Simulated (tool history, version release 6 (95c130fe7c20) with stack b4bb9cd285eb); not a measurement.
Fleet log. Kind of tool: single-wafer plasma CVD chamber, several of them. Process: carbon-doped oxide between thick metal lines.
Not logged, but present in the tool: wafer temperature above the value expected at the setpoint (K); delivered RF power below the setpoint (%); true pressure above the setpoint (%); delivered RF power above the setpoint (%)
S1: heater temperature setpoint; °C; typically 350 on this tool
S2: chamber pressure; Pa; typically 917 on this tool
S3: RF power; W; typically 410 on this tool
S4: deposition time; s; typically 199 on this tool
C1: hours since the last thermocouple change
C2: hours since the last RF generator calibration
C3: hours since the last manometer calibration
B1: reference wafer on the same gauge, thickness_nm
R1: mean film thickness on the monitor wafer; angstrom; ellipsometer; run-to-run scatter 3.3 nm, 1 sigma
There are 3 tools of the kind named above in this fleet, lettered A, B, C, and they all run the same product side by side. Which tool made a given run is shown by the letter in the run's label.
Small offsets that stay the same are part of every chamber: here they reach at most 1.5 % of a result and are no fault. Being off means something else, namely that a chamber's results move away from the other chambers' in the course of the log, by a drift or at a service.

{"run": "1B", "hour": 5.2, "S1": 350, "S2": 917, "S3": 410, "S4": 199, "C1": 412.7, "C2": 738.4, "C3": 129.4, "B1": 808.0, "R1": 8956.5}
{"run": "2A", "hour": 8.1, "S1": 350, "S2": 917, "S3": 410, "S4": 199, "C1": 1568.8, "C2": 1396.3, "C3": 132.7, "B1": 807.22, "R1": 8973.7}
{"run": "3C", "hour": 13.4, "S1": 350, "S2": 917, "S3": 410, "S4": 199, "C1": 1033.0, "C2": 550.2, "C3": 2138.6, "B1": 807.86, "R1": 9206.3}
{"run": "4A", "hour": 19.6, "S1": 350, "S2": 917, "S3": 410, "S4": 199, "C1": 1580.3, "C2": 1407.8, "C3": 144.2, "B1": 808.57, "R1": 9072.7}
{"run": "5C", "hour": 24.0, "S1": 350, "S2": 917, "S3": 410, "S4": 199, "C1": 1043.6, "C2": 560.8, "C3": 2149.2, "B1": 807.42, "R1": 9238.3}
{"run": "6B", "hour": 29.3, "S1": 350, "S2": 917, "S3": 410, "S4": 199, "C1": 436.8, "C2": 762.5, "C3": 153.5, "B1": 808.02, "R1": 9031.6}
{"run": "7B", "hour": 33.4, "S1": 350, "S2": 917, "S3": 410, "S4": 199, "C1": 440.9, "C2": 766.6, "C3": 157.6, "B1": 808.19, "R1": 8985.0}
{"run": "8A", "hour": 39.3, "S1": 350, "S2": 917, "S3": 410, "S4": 199, "C1": 1600.0, "C2": 1427.5, "C3": 163.9, "B1": 807.82, "R1": 8948.7}
{"run": "9C", "hour": 43.1, "S1": 350, "S2": 917, "S3": 410, "S4": 199, "C1": 1062.7, "C2": 579.9, "C3": 2168.3, "B1": 808.72, "R1": 9161.0}
{"run": "10C", "hour": 49.1, "S1": 350, "S2": 731, "S3": 410, "S4": 199, "C1": 1068.7, "C2": 585.9, "C3": 2174.3, "B1": 808.67, "R1": 8933.6}
{"run": "11B", "hour": 55.0, "S1": 350, "S2": 731, "S3": 410, "S4": 199, "C1": 462.5, "C2": 788.2, "C3": 179.2, "B1": 808.9, "R1": 8865.1}
{"run": "12A", "hour": 61.2, "S1": 350, "S2": 731, "S3": 410, "S4": 199, "C1": 1621.9, "C2": 1449.4, "C3": 185.8, "B1": 808.23, "R1": 8709.9}
{"run": "13A", "hour": 64.0, "S1": 350, "S2": 917, "S3": 410, "S4": 199, "C1": 1624.7, "C2": 1452.2, "C3": 188.6, "B1": 808.02, "R1": 8899.8}
{"run": "14B", "hour": 68.8, "S1": 350, "S2": 917, "S3": 410, "S4": 199, "C1": 476.3, "C2": 802.0, "C3": 193.0, "B1": 808.14, "R1": 9037.5}
{"run": "15C", "hour": 75.3, "S1": 350, "S2": 917, "S3": 410, "S4": 199, "C1": 1094.9, "C2": 612.1, "C3": 2200.5, "B1": 808.64, "R1": 9240.9}
{"run": "16B", "hour": 78.4, "S1": 350, "S2": 917, "S3": 410, "S4": 199, "C1": 485.9, "C2": 811.6, "C3": 202.6, "B1": 807.4, "R1": 8950.0}
{"run": "17A", "hour": 84.5, "S1": 350, "S2": 917, "S3": 410, "S4": 199, "C1": 1645.2, "C2": 1472.7, "C3": 209.1, "B1": 807.94, "R1": 8875.7}
{"run": "18C", "hour": 88.3, "S1": 350, "S2": 917, "S3": 410, "S4": 199, "C1": 1107.9, "C2": 625.1, "C3": 2213.5, "B1": 808.03, "R1": 9179.9}
{"run": "19C", "hour": 93.3, "S1": 350, "S2": 917, "S3": 410, "S4": 199, "C1": 1112.9, "C2": 630.1, "C3": 2218.5, "B1": 808.31, "R1": 9188.6}
{"run": "20B", "hour": 97.9, "S1": 350, "S2": 917, "S3": 410, "S4": 199, "C1": 505.4, "C2": 831.1, "C3": 222.1, "B1": 808.07, "R1": 8955.5}
{"run": "21A", "hour": 101.5, "S1": 350, "S2": 917, "S3": 410, "S4": 199, "C1": 1662.2, "C2": 1489.7, "C3": 226.1, "B1": 807.92, "R1": 8804.0}
{"run": "22A", "hour": 104.7, "S1": 350, "S2": 917, "S3": 410, "S4": 199, "C1": 1665.4, "C2": 1492.9, "C3": 229.3, "B1": 808.31, "R1": 8765.1}
{"run": "23C", "hour": 110.1, "S1": 350, "S2": 917, "S3": 410, "S4": 199, "C1": 1129.7, "C2": 646.9, "C3": 2235.3, "B1": 807.31, "R1": 9243.5}

All chambers now run identical settings, listed one chamber a line with results as question marks. What results will each chamber show?
{"run": "24A", "hour": 114.7, "S1": 350, "S2": 917, "S3": 410, "S4": 199, "R1": "?"}
{"run": "24B", "hour": 114.7, "S1": 350, "S2": 917, "S3": 410, "S4": 199, "R1": "?"}
{"run": "24C", "hour": 114.7, "S1": 350, "S2": 917, "S3": 410, "S4": 199, "R1": "?"}

run=24A R1=8707.8
run=24B R1=8979.7
run=24C R1=9215.0
